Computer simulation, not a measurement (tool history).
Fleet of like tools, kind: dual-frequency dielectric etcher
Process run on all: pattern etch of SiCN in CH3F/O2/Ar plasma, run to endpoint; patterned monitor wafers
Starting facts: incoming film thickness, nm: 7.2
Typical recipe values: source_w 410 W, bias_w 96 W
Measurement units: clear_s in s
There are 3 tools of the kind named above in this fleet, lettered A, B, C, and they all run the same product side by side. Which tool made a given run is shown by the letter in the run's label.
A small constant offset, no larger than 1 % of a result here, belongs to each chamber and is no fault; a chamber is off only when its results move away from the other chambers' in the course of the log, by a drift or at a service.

Run 1A, day 0.3: usual settings. Result: clear_s 17.087 s.
Run 2C, day 0.629: usual settings. Result: clear_s 17.007 s.
Run 3B, day 0.938: usual settings. Result: clear_s 17.319 s.
Run 4A, day 1.312: usual settings. Result: clear_s 17.154 s.
Run 5C, day 1.517: usual settings. Result: clear_s 17.023 s.
Run 6B, day 1.729: usual settings but source_w 450 W. Result: clear_s 16.56 s.
Run 7C, day 1.975: usual settings but source_w 450 W. Result: clear_s 16.477 s.
Run 8B, day 2.171: usual settings but source_w 450 W. Result: clear_s 16.608 s.
Run 9A, day 2.529: usual settings. Result: clear_s 17.205 s.
Run 10C, day 2.821: usual settings. Result: clear_s 17.008 s.
Run 11B, day 3.254: usual settings. Result: clear_s 17.3 s.
Run 12A, day 3.462: usual settings. Result: clear_s 17.161 s.
Run 13A, day 3.679: usual settings. Result: clear_s 17.132 s.
Run 14B, day 3.95: usual settings. Result: clear_s 17.227 s.
Run 15C, day 4.321: usual settings. Result: clear_s 16.884 s.
Run 16A, day 4.65: usual settings. Result: clear_s 17.188 s.
Run 17B, day 4.879: usual settings but source_w 360 W, bias_w 80 W. Result: clear_s 19.271 s.
Run 18C, day 5.208: usual settings but source_w 360 W, bias_w 80 W. Result: clear_s 18.731 s.
Run 19B, day 5.496: usual settings but source_w 360 W, bias_w 80 W. Result: clear_s 19.4 s.
Run 20A, day 5.812: usual settings. Result: clear_s 17.195 s.
Run 21C, day 6.004: usual settings. Result: clear_s 16.685 s.
Run 22C, day 6.429: usual settings but source_w 470 W, bias_w 116 W. Result: clear_s 14.803 s.
Run 23A, day 6.792: usual settings but source_w 470 W, bias_w 116 W. Result: clear_s 15.17 s.
Run 24B, day 6.988: usual settings but source_w 470 W, bias_w 116 W. Result: clear_s 15.128 s.
Run 25B, day 7.25: usual settings but source_w 510 W, bias_w 119 W. Result: clear_s 14.687 s.
Run 26C, day 7.604: usual settings but source_w 510 W, bias_w 119 W. Result: clear_s 14.091 s.
At day 7.917: chamber B: wet clean of the chamber.
Run 27A, day 8: usual settings but source_w 510 W, bias_w 119 W. Result: clear_s 14.617 s.
Run 28A, day 8.192: usual settings. Result: clear_s 17.165 s.
Run 29B, day 8.438: usual settings. Result: clear_s 17.312 s.
Run 30C, day 8.742: usual settings. Result: clear_s 16.43 s.
Run 31A, day 9.104: usual settings. Result: clear_s 17.023 s.
Run 32C, day 9.3: usual settings. Result: clear_s 16.514 s.

The same settings go to every chamber for the next run, one line per chamber below. Forecast the results for each:
Run 33A, day 9.612: usual settings. Result: clear_s ?.
Run 33B, day 9.612: usual settings. Result: clear_s ?.
Run 33C, day 9.612: usual settings. Result: clear_s ?.

run  clear_s
33A   17.186
33B   17.265
33C   16.569
